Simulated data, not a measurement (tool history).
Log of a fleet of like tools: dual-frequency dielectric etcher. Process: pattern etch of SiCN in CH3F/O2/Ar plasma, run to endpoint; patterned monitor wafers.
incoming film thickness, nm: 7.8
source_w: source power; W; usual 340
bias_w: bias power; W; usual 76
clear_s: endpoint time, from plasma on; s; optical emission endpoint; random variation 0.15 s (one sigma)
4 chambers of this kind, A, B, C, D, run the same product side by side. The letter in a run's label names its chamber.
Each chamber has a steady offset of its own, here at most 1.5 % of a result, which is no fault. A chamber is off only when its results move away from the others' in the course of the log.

{"hour": 2.5, "done": "chamber A: wet clean of the chamber"}
{"run": "1D", "hour": 11.6, "source_w": 340, "bias_w": 76, "clear_s": 21.7}
{"run": "2B", "hour": 18.6, "source_w": 340, "bias_w": 76, "clear_s": 21.938}
{"run": "3A", "hour": 24.9, "source_w": 340, "bias_w": 76, "clear_s": 21.697}
{"run": "4C", "hour": 34.1, "source_w": 340, "bias_w": 76, "clear_s": 21.954}
{"run": "5A", "hour": 47.5, "source_w": 340, "bias_w": 76, "clear_s": 21.706}
{"run": "6D", "hour": 56.7, "source_w": 340, "bias_w": 76, "clear_s": 21.806}
{"run": "7C", "hour": 65.0, "source_w": 340, "bias_w": 76, "clear_s": 21.78}
{"run": "8B", "hour": 78.3, "source_w": 340, "bias_w": 63, "clear_s": 23.405}
{"run": "9A", "hour": 86.8, "source_w": 340, "bias_w": 63, "clear_s": 23.373}
{"run": "10B", "hour": 101.0, "source_w": 340, "bias_w": 63, "clear_s": 23.267}
{"run": "11C", "hour": 109.5, "source_w": 340, "bias_w": 63, "clear_s": 23.45}
{"run": "12D", "hour": 122.0, "source_w": 340, "bias_w": 76, "clear_s": 21.844}
{"run": "13B", "hour": 128.2, "source_w": 340, "bias_w": 76, "clear_s": 21.869}
{"run": "14C", "hour": 135.8, "source_w": 340, "bias_w": 76, "clear_s": 21.923}
{"hour": 140.7, "done": "chamber B: wet clean of the chamber"}
{"run": "15A", "hour": 144.0, "source_w": 340, "bias_w": 76, "clear_s": 21.55}
{"run": "16D", "hour": 150.5, "source_w": 340, "bias_w": 76, "clear_s": 21.918}
{"run": "17D", "hour": 163.5, "source_w": 340, "bias_w": 76, "clear_s": 21.753}
{"run": "18A", "hour": 174.1, "source_w": 340, "bias_w": 76, "clear_s": 21.787}
{"hour": 185.8, "done": "chamber C: wet clean of the chamber"}
{"run": "19B", "hour": 185.8, "source_w": 310, "bias_w": 66, "clear_s": 23.44}
{"run": "20C", "hour": 197.9, "source_w": 310, "bias_w": 66, "clear_s": 25.085}
{"run": "21A", "hour": 209.1, "source_w": 310, "bias_w": 66, "clear_s": 23.535}
{"run": "22C", "hour": 216.0, "source_w": 310, "bias_w": 66, "clear_s": 24.653}
{"run": "23D", "hour": 222.2, "source_w": 340, "bias_w": 76, "clear_s": 21.72}
{"run": "24B", "hour": 231.9, "source_w": 340, "bias_w": 76, "clear_s": 21.416}
{"run": "25C", "hour": 246.1, "source_w": 340, "bias_w": 76, "clear_s": 22.551}
{"run": "26B", "hour": 257.2, "source_w": 340, "bias_w": 76, "clear_s": 21.816}
{"run": "27A", "hour": 271.2, "source_w": 400, "bias_w": 89, "clear_s": 19.13}
{"run": "28D", "hour": 283.2, "source_w": 400, "bias_w": 89, "clear_s": 19.552}
{"run": "29B", "hour": 290.5, "source_w": 400, "bias_w": 89, "clear_s": 19.212}
{"run": "30A", "hour": 301.9, "source_w": 400, "bias_w": 89, "clear_s": 19.578}
{"run": "31C", "hour": 310.8, "source_w": 340, "bias_w": 76, "clear_s": 22.816}
{"run": "32D", "hour": 324.7, "source_w": 340, "bias_w": 76, "clear_s": 21.602}
{"run": "33C", "hour": 337.2, "source_w": 340, "bias_w": 76, "clear_s": 22.604}
{"run": "34D", "hour": 348.9, "source_w": 340, "bias_w": 76, "clear_s": 21.979}
{"run": "35B", "hour": 357.7, "source_w": 340, "bias_w": 76, "clear_s": 21.581}
{"run": "36A", "hour": 365.2, "source_w": 340, "bias_w": 76, "clear_s": 21.719}
{"run": "37A", "hour": 375.8, "source_w": 390, "bias_w": 68, "clear_s": 21.396}
{"run": "38C", "hour": 386.5, "source_w": 390, "bias_w": 68, "clear_s": 22.528}
{"run": "39D", "hour": 399.6, "source_w": 390, "bias_w": 68, "clear_s": 21.353}
{"run": "40B", "hour": 409.3, "source_w": 390, "bias_w": 68, "clear_s": 21.88}
{"run": "41C", "hour": 421.6, "source_w": 380, "bias_w": 76, "clear_s": 21.787}

All 4 chambers run these settings next. Forecast each chamber's results:
{"run": "42A", "hour": 431.9, "source_w": 370, "bias_w": 76, "clear_s": "?"}
{"run": "42B", "hour": 431.9, "source_w": 370, "bias_w": 76, "clear_s": "?"}
{"run": "42C", "hour": 431.9, "source_w": 370, "bias_w": 76, "clear_s": "?"}
{"run": "42D", "hour": 431.9, "source_w": 370, "bias_w": 76, "clear_s": "?"}

run=42A clear_s=21.196
run=42B clear_s=21.169
run=42C clear_s=22.074
run=42D clear_s=21.14
